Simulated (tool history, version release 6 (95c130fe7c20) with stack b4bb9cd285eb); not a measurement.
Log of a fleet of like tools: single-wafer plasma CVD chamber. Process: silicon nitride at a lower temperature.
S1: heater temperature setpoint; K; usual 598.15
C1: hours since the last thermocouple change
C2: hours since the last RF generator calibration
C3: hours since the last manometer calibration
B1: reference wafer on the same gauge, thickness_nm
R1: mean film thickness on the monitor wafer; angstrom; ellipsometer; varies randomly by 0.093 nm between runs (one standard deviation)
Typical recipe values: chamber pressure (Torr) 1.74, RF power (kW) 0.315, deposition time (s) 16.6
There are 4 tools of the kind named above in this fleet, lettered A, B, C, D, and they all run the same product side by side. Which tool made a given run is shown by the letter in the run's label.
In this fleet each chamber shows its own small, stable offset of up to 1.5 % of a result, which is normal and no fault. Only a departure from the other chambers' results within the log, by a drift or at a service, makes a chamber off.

Run 1C, hour 8.1: usual settings; C1 385.1; C2 744.2; C3 2788.6; B1 22.914. Result: R1 211.07 angstrom.
Run 2A, hour 13.6: usual settings; C1 321.3; C2 836.8; C3 1126.9; B1 22.893. Result: R1 206.97 angstrom.
Run 3B, hour 18.8: usual settings; C1 393.1; C2 1049; C3 989.1; B1 22.911. Result: R1 208.42 angstrom.
Run 4D, hour 27.6: usual settings; C1 1175.2; C2 181.7; C3 374.3; B1 22.919. Result: R1 207.79 angstrom.
Run 5A, hour 36.3: usual settings; C1 344; C2 859.5; C3 1149.6; B1 22.897. Result: R1 204.89 angstrom.
Run 6B, hour 41.8: usual settings; C1 416.1; C2 1072; C3 1012.1; B1 22.882. Result: R1 206.46 angstrom.
Run 7C, hour 50.5: usual settings; C1 427.5; C2 786.6; C3 2831; B1 22.912. Result: R1 208.59 angstrom.
Run 8D, hour 55.9: usual settings; C1 1203.5; C2 210; C3 402.6; B1 22.878. Result: R1 207.89 angstrom.
Run 9D, hour 60.6: usual settings but S1 585.15 K, chamber pressure (Torr) 2.12; C1 1208.2; C2 214.7; C3 407.3; B1 22.916. Result: R1 219.3 angstrom.
Run 10B, hour 67.7: usual settings but S1 585.15 K, chamber pressure (Torr) 2.12; C1 442; C2 1097.9; C3 1038; B1 22.901. Result: R1 221 angstrom.
Run 11C, hour 71.8: usual settings but S1 585.15 K, chamber pressure (Torr) 2.12; C1 448.8; C2 807.9; C3 2852.3; B1 22.928. Result: R1 220.49 angstrom.
Run 12A, hour 76.2: usual settings but S1 585.15 K, chamber pressure (Torr) 2.12; C1 383.9; C2 899.4; C3 1189.5; B1 22.884. Result: R1 217.33 angstrom.
Run 13C, hour 82.1: usual settings; C1 459.1; C2 818.2; C3 2862.6; B1 22.92. Result: R1 208.3 angstrom.
Run 14B, hour 89.4: usual settings; C1 463.7; C2 1119.6; C3 1059.7; B1 22.889. Result: R1 208.26 angstrom.
Run 15A, hour 94.9: usual settings; C1 402.6; C2 918.1; C3 1208.2; B1 22.886. Result: R1 205.4 angstrom.
Run 16D, hour 100.5: usual settings; C1 1248.1; C2 254.6; C3 447.2; B1 22.902. Result: R1 209.7 angstrom.
Run 17A, hour 108: usual settings; C1 415.7; C2 931.2; C3 1221.3; B1 22.905. Result: R1 205.56 angstrom.
Run 18D, hour 112.3: usual settings; C1 1259.9; C2 266.4; C3 459; B1 22.89. Result: R1 207.49 angstrom.
Run 19C, hour 119.2: usual settings; C1 496.2; C2 855.3; C3 2899.7; B1 22.891. Result: R1 204.59 angstrom.
Run 20B, hour 126.2: usual settings; C1 500.5; C2 1156.4; C3 1096.5; B1 22.909. Result: R1 208.69 angstrom.
Run 21C, hour 132.8: usual settings; C1 509.8; C2 868.9; C3 2913.3; B1 22.905. Result: R1 204.53 angstrom.
At hour 133.5: chamber C: capacitance manometer re-zeroed and calibrated.
Run 22A, hour 136.8: usual settings; C1 444.5; C2 960; C3 1250.1; B1 22.892. Result: R1 205.69 angstrom.
Run 23D, hour 143.3: usual settings; C1 1290.9; C2 297.4; C3 490; B1 22.906. Result: R1 207.96 angstrom.
Run 24B, hour 147.9: usual settings; C1 522.2; C2 1178.1; C3 1118.2; B1 22.909. Result: R1 207.85 angstrom.
Run 25A, hour 154.6: usual settings; C1 462.3; C2 977.8; C3 1267.9; B1 22.932. Result: R1 206 angstrom.
Run 26D, hour 162.3: usual settings but S1 585.15 K; C1 1309.9; C2 316.4; C3 509; B1 22.916. Result: R1 208.67 angstrom.
Run 27C, hour 166.3: usual settings but S1 585.15 K; C1 543.3; C2 902.4; C3 32.9; B1 22.878. Result: R1 205.41 angstrom.
Run 28B, hour 174: usual settings but S1 585.15 K; C1 548.3; C2 1204.2; C3 1144.3; B1 22.885. Result: R1 208.45 angstrom.
Run 29C, hour 183.2: usual settings but S1 585.15 K; C1 560.2; C2 919.3; C3 49.8; B1 22.91. Result: R1 203.96 angstrom.
Run 30D, hour 190.2: usual settings; C1 1337.8; C2 344.3; C3 536.9; B1 22.909. Result: R1 206.68 angstrom.
Run 31A, hour 199.4: usual settings but deposition time (s) 13.4; C1 507.1; C2 1022.6; C3 1312.7; B1 22.893. Result: R1 166.54 angstrom.
Run 32B, hour 203.5: usual settings but deposition time (s) 13.4; C1 577.8; C2 1233.7; C3 1173.8; B1 22.892. Result: R1 167.74 angstrom.
Run 33C, hour 207.8: usual settings but deposition time (s) 13.4; C1 584.8; C2 943.9; C3 74.4; B1 22.891. Result: R1 162.52 angstrom.
Run 34B, hour 216.4: usual settings but deposition time (s) 13.4; C1 590.7; C2 1246.6; C3 1186.7; B1 22.88. Result: R1 168.34 angstrom.
Run 35A, hour 224.4: usual settings; C1 532.1; C2 1047.6; C3 1337.7; B1 22.921. Result: R1 207.29 angstrom.
Run 36D, hour 229.1: usual settings; C1 1376.7; C2 383.2; C3 575.8; B1 22.935. Result: R1 208.6 angstrom.
Run 37A, hour 237.7: usual settings but S1 613.15 K; C1 545.4; C2 1060.9; C3 1351; B1 22.926. Result: R1 202.02 angstrom.

All 4 chambers run these settings next. Forecast each chamber's results:
Run 38A, hour 244.3: usual settings but deposition time (s) 14.6. Result: R1 ?.
Run 38B, hour 244.3: usual settings but deposition time (s) 14.6. Result: R1 ?.
Run 38C, hour 244.3: usual settings but deposition time (s) 14.6. Result: R1 ?.
Run 38D, hour 244.3: usual settings but deposition time (s) 14.6. Result: R1 ?.

run      R1
38A  182.08
38B  182.24
38C  175.96
38D  181.58

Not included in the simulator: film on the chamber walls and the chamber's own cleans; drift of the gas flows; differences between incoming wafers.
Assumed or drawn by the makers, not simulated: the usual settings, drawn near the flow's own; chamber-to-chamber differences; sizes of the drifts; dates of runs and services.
